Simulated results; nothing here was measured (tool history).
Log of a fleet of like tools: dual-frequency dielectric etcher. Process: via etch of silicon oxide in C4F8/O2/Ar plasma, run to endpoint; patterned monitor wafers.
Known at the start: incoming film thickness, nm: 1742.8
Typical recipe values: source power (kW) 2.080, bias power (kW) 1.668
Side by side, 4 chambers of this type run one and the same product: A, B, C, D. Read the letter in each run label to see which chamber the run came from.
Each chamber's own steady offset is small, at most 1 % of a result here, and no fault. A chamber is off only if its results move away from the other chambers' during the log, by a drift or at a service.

Run 1C, hour 5.4: usual settings. Result: endpoint time (s) 357.07.
Run 2A, hour 9.0: usual settings. Result: endpoint time (s) 361.14.
Run 3D, hour 15.0: usual settings. Result: endpoint time (s) 355.38.
Run 4B, hour 19.4: usual settings. Result: endpoint time (s) 355.38.
Run 5C, hour 24.4: usual settings. Result: endpoint time (s) 358.25.
Run 6B, hour 29.6: usual settings but source power (kW) 1.890. Result: endpoint time (s) 364.18.
Run 7A, hour 33.0: usual settings but source power (kW) 1.890. Result: endpoint time (s) 374.03.
Run 8D, hour 38.8: usual settings but source power (kW) 1.890. Result: endpoint time (s) 366.05.
Run 9A, hour 42.2: usual settings but source power (kW) 1.890. Result: endpoint time (s) 375.36.
Run 10B, hour 48.4: usual settings. Result: endpoint time (s) 352.41.
Run 11C, hour 53.9: usual settings. Result: endpoint time (s) 362.17.
Run 12D, hour 58.7: usual settings. Result: endpoint time (s) 349.95.
Run 13C, hour 64.1: usual settings. Result: endpoint time (s) 355.50.
Run 14D, hour 69.3: usual settings. Result: endpoint time (s) 359.36.
Run 15A, hour 73.1: usual settings. Result: endpoint time (s) 359.82.
Run 16B, hour 77.5: usual settings but source power (kW) 1.620, bias power (kW) 1.837. Result: endpoint time (s) 395.37.
At hour 80.5: chamber D: bias power generator calibrated.
Run 17A, hour 82.5: usual settings but source power (kW) 1.620, bias power (kW) 1.837. Result: endpoint time (s) 382.18.
Run 18B, hour 86.6: usual settings but source power (kW) 1.620, bias power (kW) 1.837. Result: endpoint time (s) 396.66.
Run 19D, hour 92.5: usual settings but source power (kW) 1.620, bias power (kW) 1.837. Result: endpoint time (s) 375.16.
Run 20C, hour 98.2: usual settings but source power (kW) 2.250, bias power (kW) 1.887. Result: endpoint time (s) 334.79.
Run 21C, hour 102.9: usual settings but source power (kW) 2.250, bias power (kW) 1.887. Result: endpoint time (s) 331.80.
Run 22D, hour 109.0: usual settings but source power (kW) 2.250, bias power (kW) 1.887. Result: endpoint time (s) 329.14.
Run 23B, hour 114.6: usual settings but source power (kW) 2.250, bias power (kW) 1.887. Result: endpoint time (s) 344.92.
Run 24A, hour 121.2: usual settings. Result: endpoint time (s) 356.10.
Run 25A, hour 124.5: usual settings. Result: endpoint time (s) 357.76.
Run 26B, hour 127.8: usual settings but source power (kW) 2.490. Result: endpoint time (s) 350.87.

The same settings go to every chamber for the next run, one line per chamber below. Forecast the results for each:
Run 27A, hour 132.7: usual settings but bias power (kW) 1.302. Result: endpoint time (s) ?.
Run 27B, hour 132.7: usual settings but bias power (kW) 1.302. Result: endpoint time (s) ?.
Run 27C, hour 132.7: usual settings but bias power (kW) 1.302. Result: endpoint time (s) ?.
Run 27D, hour 132.7: usual settings but bias power (kW) 1.302. Result: endpoint time (s) ?.

run  endpoint time (s)
27A             385.59
27B             406.57
27C             378.23
27D             379.62
